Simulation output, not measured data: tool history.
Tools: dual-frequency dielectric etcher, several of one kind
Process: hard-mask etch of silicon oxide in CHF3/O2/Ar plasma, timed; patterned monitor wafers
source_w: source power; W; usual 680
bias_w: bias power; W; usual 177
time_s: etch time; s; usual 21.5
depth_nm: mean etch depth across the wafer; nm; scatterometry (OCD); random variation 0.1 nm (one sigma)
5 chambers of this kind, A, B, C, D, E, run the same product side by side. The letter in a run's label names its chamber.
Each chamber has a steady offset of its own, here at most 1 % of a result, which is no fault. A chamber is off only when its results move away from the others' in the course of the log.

run   hour  source_w  bias_w  time_s  hours since the last wet clean  hours since the last source power generator calibration  hours since the last bias power generator calibration  read-back reference wafer on the same gauge, depth_nm  depth_nm
 1B    4.3       680     177    21.5                            57.8                                                    904.2                                                 3578.3                                                 42.092    44.251
 2C    6.5       680     177    21.5                            95.7                                                   1883.6                                                 4829.2                                                 42.079    44.168
 3A    8.9       680     177    21.5                           158.4                                                    879.0                                                 1855.2                                                 42.096    43.760
 4D   13.3       680     177    21.5                           406.1                                                   2057.5                                                 1939.9                                                 42.083    44.506
 5E   16.6       680     177    21.5                           422.4                                                   1114.5                                                  286.7                                                 42.090    44.317
 6A   20.9       680     177    21.5                           170.4                                                    891.0                                                 1867.2                                                 42.083    43.946
 7D   24.0       680     177    21.5                           416.8                                                   2068.2                                                 1950.6                                                 42.092    44.622
 8E   26.7       680     177    21.5                           432.5                                                   1124.6                                                  296.8                                                 42.119    44.105
 9B   28.9       680     177    21.5                            82.4                                                    928.8                                                 3602.9                                                 42.096    44.280
10C   32.2       680     177    21.5                           121.4                                                   1909.3                                                 4854.9                                                 42.109    44.030
11D   36.0       680     177    21.5                           428.8                                                   2080.2                                                 1962.6                                                 42.085    44.413
12C   38.7       680     177    21.5                           127.9                                                   1915.8                                                 4861.4                                                 42.098    43.983
13B   40.7       680     177    21.5                            94.2                                                    940.6                                                 3614.7                                                 42.116    44.337
14E   44.9       680     177    21.5                           450.7                                                   1142.8                                                  315.0                                                 42.092    44.041
15A   49.2       680     177    21.5                           198.7                                                    919.3                                                 1895.5                                                 42.106    43.822
16B   51.3       680     177    21.5                           104.8                                                    951.2                                                 3625.3                                                 42.086    44.410
      53.1  -- chamber D: wet clean of the chamber
17A   54.5       680     177    21.5                           204.0                                                    924.6                                                 1900.8                                                 42.093    43.816
18D   58.8       680     177    21.5                             5.8                                                   2103.0                                                 1985.4                                                 42.086    45.745
19E   62.0       680     177    21.5                           467.8                                                   1159.9                                                  332.1                                                 42.095    44.024
20C   64.3       680     177    21.5                           153.5                                                   1941.4                                                 4887.0                                                 42.113    44.181
21E   67.3       680     156    18.0                           473.1                                                   1165.2                                                  337.4                                                 42.101    35.381
22A   70.7       680     156    18.0                           220.2                                                    940.8                                                 1917.0                                                 42.114    35.295
23B   74.4       680     156    18.0                           127.9                                                    974.3                                                 3648.4                                                 42.087    35.534
24D   76.8       680     156    18.0                            23.8                                                   2121.0                                                 2003.4                                                 42.109    36.756
25C   80.2       680     156    18.0                           169.4                                                   1957.3                                                 4902.9                                                 42.099    35.500
26B   83.8       680     177    21.5                           137.3                                                    983.7                                                 3657.8                                                 42.127    44.142
27E   87.3       590     177    21.5                           493.1                                                   1185.2                                                  357.4                                                 42.115    41.927
28C   90.8       590     177    21.5                           180.0                                                   1967.9                                                 4913.5                                                 42.126    41.737
29D   93.6       590     177    21.5                            40.6                                                   2137.8                                                 2020.2                                                 42.090    43.173
30A   96.7       590     177    21.5                           246.2                                                    966.8                                                 1943.0                                                 42.088    41.507
31E  100.6       590     177    21.5                           506.4                                                   1198.5                                                  370.7                                                 42.107    41.899
32D  103.1       680     177    21.5                            50.1                                                   2147.3                                                 2029.7                                                 42.099    45.807
33C  105.9       680     177    21.5                           195.1                                                   1983.0                                                 4928.6                                                 42.084    44.237
34A  109.6       680     177    21.5                           259.1                                                    979.7                                                 1955.9                                                 42.093    43.946
35B  113.9       680     177    21.5                           167.4                                                   1013.8                                                 3687.9                                                 42.089    44.268

All 5 chambers run these settings next. Forecast each chamber's results:
36A  117.1       680     177    21.5                                                                                                                                                                                                                ?
36B  117.1       680     177    21.5                                                                                                                                                                                                                ?
36C  117.1       680     177    21.5                                                                                                                                                                                                                ?
36D  117.1       680     177    21.5                                                                                                                                                                                                                ?
36E  117.1       680     177    21.5                                                                                                                                                                                                                ?

run  depth_nm
36A    43.893
36B    44.245
36C    44.039
36D    45.780
36E    44.120

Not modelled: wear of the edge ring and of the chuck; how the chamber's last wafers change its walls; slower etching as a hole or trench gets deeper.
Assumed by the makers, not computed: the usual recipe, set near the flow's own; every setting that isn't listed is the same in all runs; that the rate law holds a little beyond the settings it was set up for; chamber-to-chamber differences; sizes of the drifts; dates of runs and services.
